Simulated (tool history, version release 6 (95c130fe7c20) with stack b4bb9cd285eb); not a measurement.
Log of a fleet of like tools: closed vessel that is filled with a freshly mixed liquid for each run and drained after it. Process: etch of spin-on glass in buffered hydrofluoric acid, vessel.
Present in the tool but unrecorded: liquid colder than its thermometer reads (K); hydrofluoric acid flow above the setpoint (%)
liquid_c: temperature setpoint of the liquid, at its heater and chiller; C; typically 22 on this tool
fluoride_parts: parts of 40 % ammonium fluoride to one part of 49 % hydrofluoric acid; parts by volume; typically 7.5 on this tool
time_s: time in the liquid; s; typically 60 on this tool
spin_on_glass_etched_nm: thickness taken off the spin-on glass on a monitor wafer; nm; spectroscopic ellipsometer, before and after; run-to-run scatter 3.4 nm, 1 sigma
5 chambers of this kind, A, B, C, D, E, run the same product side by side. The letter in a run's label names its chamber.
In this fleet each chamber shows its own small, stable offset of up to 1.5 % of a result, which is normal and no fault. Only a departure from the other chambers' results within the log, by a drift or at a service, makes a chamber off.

run	day	liquid_c	fluoride_parts	time_s	hours since the thermometer was replaced	hours since the hydrofluoric acid flow meter was replaced	read-back film thickness of the spin-on glass reference wafer, read on the same gauge (nm)	spin_on_glass_etched_nm
1A	0.35	22	7.5	60	2389.8	1738.2	50.002	426.38
2B	0.733	22	7.5	60	254.8	395.8	49.987	420.22
3D	1.083	22	7.5	60	1437.6	839.5	49.978	411.91
4C	1.358	22	7.5	60	1464.7	609.5	50.006	409.04
5E	1.654	22	7.5	60	1085.3	534.6	50.024	417.52
6B	1.883	22	7.5	60	282.4	423.4	50.048	419.89
# day 2.129: chamber A: thermometer replaced
7E	2.308	25.5	7.5	75	1101	550.3	50.008	619.79
8C	2.625	25.5	7.5	75	1495.1	639.9	49.974	630.48
9A	2.9	25.5	7.5	75	18.6	1799.4	49.963	633.66
# day 3.2: chamber E: hydrofluoric acid flow meter replaced
10D	3.204	25.5	7.5	75	1488.5	890.4	50.016	612.28
# day 3.467: chamber D: hydrofluoric acid flow meter replaced
11C	3.667	25.5	7.5	75	1520.1	664.9	49.992	637.82
12D	4.038	22	7.5	60	1508.5	13.7	50.014	418.43
13A	4.433	22	7.5	60	55.4	1836.2	49.956	423.91
14E	4.846	22	7.5	60	1161.9	39.6	50.003	412.26
15B	5.158	22	9.5	60	361	502	50.023	329.94
16A	5.525	22	9.5	60	81.6	1862.4	50.001	332.03
17D	5.767	22	9.5	60	1550	55.2	49.991	324.43
18B	6.038	22	9.5	60	382.1	523.1	50.048	332.36
19E	6.538	22	9.5	60	1202.5	80.2	49.966	326.06
20C	6.833	22	7.5	60	1596.1	740.9	49.969	429.38
21B	7.25	22	7.5	60	411.2	552.2	50.004	416.13
# day 7.438: chamber C: thermometer replaced
22A	7.542	22	7.5	60	130	1910.8	50.018	422.2
23C	7.842	22	5.5	85	9.8	765.1	50.002	804.58
# day 7.996: chamber A: hydrofluoric acid flow meter replaced
24D	8.338	22	5.5	85	1611.7	116.9	50	774.1
25E	8.829	22	5.5	85	1257.5	135.2	50.011	773.75
26D	9.254	22	5.5	85	1633.7	138.9	50.027	774.5
27E	9.542	22	5.5	85	1274.6	152.3	49.992	778.09
28A	9.996	23.5	7.5	60	188.9	48.1	49.986	453.38
29C	10.308	23.5	7.5	60	69	824.3	50.026	485.65
30B	10.529	23.5	7.5	60	489.9	630.9	50.065	449.96
31D	10.821	23.5	7.5	60	1671.3	176.5	49.969	448.1
32E	11.15	23.5	7.5	60	1313.2	190.9	50.007	454.21
33C	11.392	22	7.5	60	95	850.3	49.984	449.87

All 5 chambers run these settings next. Forecast each chamber's results:
34A	11.754	22	7.5	40				?
34B	11.754	22	7.5	40				?
34C	11.754	22	7.5	40				?
34D	11.754	22	7.5	40				?
34E	11.754	22	7.5	40				?

run	spin_on_glass_etched_nm
34A	281.02
34B	273.25
34C	299.99
34D	276.86
34E	275.23
